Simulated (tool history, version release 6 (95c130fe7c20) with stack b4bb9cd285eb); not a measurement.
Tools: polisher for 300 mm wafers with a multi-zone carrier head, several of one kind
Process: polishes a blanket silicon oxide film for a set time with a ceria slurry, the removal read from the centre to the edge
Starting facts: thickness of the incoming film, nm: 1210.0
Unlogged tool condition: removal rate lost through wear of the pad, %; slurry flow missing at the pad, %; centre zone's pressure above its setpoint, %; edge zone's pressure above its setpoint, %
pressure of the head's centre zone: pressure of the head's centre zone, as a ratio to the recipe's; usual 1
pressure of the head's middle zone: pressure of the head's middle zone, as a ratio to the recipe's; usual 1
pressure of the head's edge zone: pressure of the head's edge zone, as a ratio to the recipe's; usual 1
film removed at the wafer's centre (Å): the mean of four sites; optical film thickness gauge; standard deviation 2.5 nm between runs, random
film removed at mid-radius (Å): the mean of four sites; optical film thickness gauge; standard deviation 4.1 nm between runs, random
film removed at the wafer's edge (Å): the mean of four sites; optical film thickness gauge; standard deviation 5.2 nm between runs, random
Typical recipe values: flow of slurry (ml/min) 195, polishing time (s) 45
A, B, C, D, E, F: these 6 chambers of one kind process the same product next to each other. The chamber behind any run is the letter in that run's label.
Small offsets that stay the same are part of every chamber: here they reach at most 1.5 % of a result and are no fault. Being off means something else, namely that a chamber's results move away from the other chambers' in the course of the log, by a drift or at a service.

| run | day | flow of slurry (ml/min) | pressure of the head's centre zone | pressure of the head's middle zone | pressure of the head's edge zone | polishing time (s) | wafers polished on this pad | hours since the slurry nozzle was cleaned | hours since the centre zone pressure was calibrated | hours since the edge zone pressure was calibrated | film removed at the wafer's centre (Å) | film removed at mid-radius (Å) | film removed at the wafer's edge (Å) |
|---|---|---|---|---|---|---|---|---|---|---|---|---|---|
| 1B | 0.271 | 195 | 1 | 1 | 1 | 45 | 1215 | 470.8 | 339.1 | 246.3 | 3600.5 | 3596.7 | 3559.1 |
|  | 0.5 | chamber F: worn pad replaced by a new one |
| 2A | 0.579 | 195 | 1 | 1 | 1 | 45 | 1631 | 838.5 | 582.6 | 895.9 | 3565.7 | 3478.7 | 3452.6 |
|  | 0.6 | chamber A: worn pad replaced by a new one |
|  | 0.754 | chamber B: worn pad replaced by a new one |
| 3F | 0.838 | 195 | 1 | 1 | 1 | 45 | 97 | 299.9 | 308.8 | 51.1 | 3620.3 | 3560.1 | 3497.9 |
| 4E | 1.221 | 195 | 1 | 1 | 1 | 45 | 541 | 163.9 | 227.2 | 427 | 3589 | 3618.3 | 3569.8 |
| 5D | 1.558 | 195 | 1 | 1 | 1 | 45 | 1137 | 181.3 | 416.5 | 155.9 | 3582 | 3526.7 | 3535.9 |
|  | 1.612 | chamber C: worn pad replaced by a new one |
| 6C | 1.925 | 195 | 1 | 1 | 1.04 | 33 | 90 | 133.4 | 402.1 | 1252.2 | 2634.2 | 2597.9 | 2812.1 |
| 7A | 2.312 | 195 | 1 | 1 | 1.04 | 33 | 490 | 880.1 | 624.2 | 937.5 | 2607.8 | 2583.9 | 2666.3 |
| 8D | 2.608 | 195 | 1 | 1 | 1.04 | 33 | 1437 | 206.5 | 441.7 | 181.1 | 2631.1 | 2616.3 | 2674.6 |
|  | 2.783 | chamber A: edge zone pressure recalibrated |
|  | 2.912 | chamber D: worn pad replaced by a new one |
| 9B | 2.938 | 195 | 1 | 1 | 1.04 | 33 | 624 | 534.8 | 403.1 | 310.3 | 2642.6 | 2599.2 | 2688 |
|  | 3.05 | chamber E: worn pad replaced by a new one |
| 10E | 3.254 | 195 | 1 | 1 | 1.04 | 33 | 58 | 212.7 | 276 | 475.8 | 2609.8 | 2612.3 | 2626.7 |
|  | 3.467 | chamber F: worn pad replaced by a new one |
| 11F | 3.55 | 195 | 1 | 1 | 1.04 | 33 | 24 | 365 | 373.9 | 116.2 | 2647.8 | 2660.1 | 2653.4 |
| 12C | 3.812 | 195 | 1 | 1 | 1 | 45 | 629 | 178.7 | 447.4 | 1297.5 | 3559.7 | 3545 | 3715.1 |
|  | 3.938 | chamber C: worn pad replaced by a new one |
| 13C | 4.033 | 195 | 1 | 1 | 1 | 45 | 27 | 184 | 452.7 | 1302.8 | 3560.4 | 3575.1 | 3689.1 |
|  | 4.088 | chamber A: slurry nozzle cleaned |
| 14D | 4.246 | 195 | 1 | 1 | 1 | 45 | 381 | 245.8 | 481 | 220.4 | 3557.3 | 3520.4 | 3576.6 |
| 15F | 4.583 | 195 | 1 | 1 | 1 | 45 | 320 | 389.8 | 398.7 | 141 | 3611 | 3603.4 | 3609.9 |
| 16A | 4.871 | 195 | 1 | 1 | 1 | 45 | 1222 | 18.9 | 685.6 | 50.2 | 3542.1 | 3566.1 | 3537.2 |
|  | 5.004 | chamber B: worn pad replaced by a new one |
| 17B | 5.204 | 195 | 1 | 1 | 1 | 45 | 57 | 589.2 | 457.5 | 364.7 | 3620.7 | 3656.6 | 3569.6 |
|  | 5.229 | chamber B: slurry nozzle cleaned |
| 18E | 5.567 | 130 | 1 | 1 | 1 | 45 | 719 | 268.2 | 331.5 | 531.3 | 3260.7 | 3331.9 | 3289.1 |
| 19C | 5.8 | 130 | 1 | 1 | 1 | 45 | 533 | 226.4 | 495.1 | 1345.2 | 3279.8 | 3322.8 | 3464.6 |
| 20D | 5.971 | 130 | 1 | 1 | 1 | 45 | 875 | 287.2 | 522.4 | 261.8 | 3284.4 | 3305 | 3314.1 |
| 21B | 6.183 | 130 | 1 | 1 | 1 | 45 | 337 | 22.9 | 481 | 388.2 | 3319.7 | 3338 | 3432.1 |
|  | 6.329 | chamber C: worn pad replaced by a new one |
|  | 6.425 | chamber C: edge zone pressure recalibrated |
|  | 6.479 | chamber A: worn pad replaced by a new one |
|  | 6.521 | chamber E: worn pad replaced by a new one |
| 22A | 6.542 | 130 | 1 | 1 | 1 | 45 | 18 | 59 | 725.7 | 90.3 | 3261.1 | 3311.7 | 3397.8 |
|  | 6.55 | chamber F: worn pad replaced by a new one |
| 23F | 6.75 | 130 | 1 | 1 | 1 | 45 | 57 | 441.8 | 450.7 | 193 | 3306.7 | 3350.7 | 3355.1 |
| 24E | 7.088 | 195 | 0.95 | 1 | 1.11 | 45 | 163 | 304.7 | 368 | 567.8 | 3352.2 | 3616.3 | 3693.2 |
| 25E | 7.275 | 195 | 0.95 | 1 | 1.11 | 45 | 216 | 309.2 | 372.5 | 572.3 | 3357.7 | 3583.3 | 3689.8 |
| 26B | 7.471 | 195 | 0.95 | 1 | 1.11 | 45 | 705 | 53.8 | 511.9 | 419.1 | 3449.7 | 3499.3 | 3675.3 |
|  | 7.642 | chamber D: worn pad replaced by a new one |
| 27A | 7.788 | 195 | 0.95 | 1 | 1.11 | 45 | 375 | 88.9 | 755.6 | 120.2 | 3354.7 | 3550.8 | 3779.1 |
| 28F | 8.012 | 195 | 0.95 | 1 | 1.11 | 45 | 418 | 472.1 | 481 | 223.3 | 3393.8 | 3642.6 | 3874.8 |
|  | 8.025 | chamber B: centre zone pressure recalibrated |
| 29D | 8.188 | 195 | 0.95 | 1 | 1.11 | 45 | 157 | 340.4 | 575.6 | 315 | 3360.8 | 3594.3 | 3809.1 |
|  | 8.204 | chamber B: edge zone pressure recalibrated |
| 30C | 8.375 | 195 | 1 | 1 | 1 | 45 | 585 | 288.2 | 556.9 | 46.9 | 3537 | 3545.1 | 3576.7 |
|  | 8.429 | chamber C: worn pad replaced by a new one |
| 31C | 8.558 | 195 | 1 | 1 | 1 | 45 | 37 | 292.6 | 561.3 | 51.3 | 3519.1 | 3539.7 | 3599.2 |
|  | 8.708 | chamber E: slurry nozzle cleaned |
|  | 8.762 | chamber D: centre zone pressure recalibrated |
| 32A | 8.942 | 195 | 1 | 1 | 1 | 45 | 705 | 116.6 | 783.3 | 147.9 | 3571 | 3519.3 | 3571.6 |
|  | 9.112 | chamber B: worn pad replaced by a new one |
| 33D | 9.225 | 195 | 0.93 | 0.89 | 1 | 45 | 453 | 365.3 | 11.2 | 339.9 | 3293.4 | 3174.2 | 3510.4 |
| 34E | 9.575 | 195 | 0.93 | 0.89 | 1 | 45 | 874 | 20.8 | 427.7 | 627.5 | 3290 | 3254.8 | 3536.3 |
| 35B | 9.938 | 195 | 0.93 | 0.89 | 1 | 45 | 236 | 113 | 46 | 41.7 | 3303.1 | 3184.2 | 3563.3 |
|  | 10.262 | chamber F: worn pad replaced by a new one |
| 36F | 10.317 | 195 | 0.93 | 0.89 | 1 | 45 | 16 | 527.4 | 536.3 | 278.6 | 3328.6 | 3277.2 | 3543.1 |
| 37A | 10.517 | 195 | 0.93 | 0.89 | 1 | 45 | 1155 | 154.4 | 821.1 | 185.7 | 3282.6 | 3208 | 3625.7 |
| 38B | 10.792 | 195 | 0.93 | 0.89 | 1 | 45 | 480 | 133.5 | 66.5 | 62.2 | 3340.7 | 3264.6 | 3563.2 |
|  | 10.812 | chamber C: worn pad replaced by a new one |
|  | 10.829 | chamber F: edge zone pressure recalibrated |
| 39D | 11.088 | 195 | 1 | 1 | 1 | 45 | 986 | 410 | 55.9 | 384.6 | 3575 | 3580.9 | 3481.7 |
|  | 11.312 | chamber C: slurry nozzle cleaned |
| 40F | 11.354 | 195 | 1 | 1 | 1 | 45 | 313 | 552.3 | 561.2 | 12.7 | 3597.9 | 3541.9 | 3482.2 |
| 41C | 11.538 | 195 | 1 | 1 | 1 | 45 | 208 | 5.4 | 632.8 | 122.8 | 3541 | 3595.2 | 3559.9 |

Next, all 6 chambers run the settings below, one line each with question marks for the results. What does each chamber give?
| 42A | 11.825 | 195 | 1 | 1 | 1 | 45 |  |  |  |  | ? | ? | ? |
| 42B | 11.825 | 195 | 1 | 1 | 1 | 45 |  |  |  |  | ? | ? | ? |
| 42C | 11.825 | 195 | 1 | 1 | 1 | 45 |  |  |  |  | ? | ? | ? |
| 42D | 11.825 | 195 | 1 | 1 | 1 | 45 |  |  |  |  | ? | ? | ? |
| 42E | 11.825 | 195 | 1 | 1 | 1 | 45 |  |  |  |  | ? | ? | ? |
| 42F | 11.825 | 195 | 1 | 1 | 1 | 45 |  |  |  |  | ? | ? | ? |

| run | film removed at the wafer's centre (Å) | film removed at mid-radius (Å) | film removed at the wafer's edge (Å) |
|---|---|---|---|
| 42A | 3581.6 | 3600.7 | 3573.5 |
| 42B | 3604.6 | 3520.3 | 3640.8 |
| 42C | 3584 | 3523.4 | 3666 |
| 42D | 3538.1 | 3644.4 | 3531 |
| 42E | 3568.8 | 3632.4 | 3467.2 |
| 42F | 3604 | 3512.1 | 3451.5 |
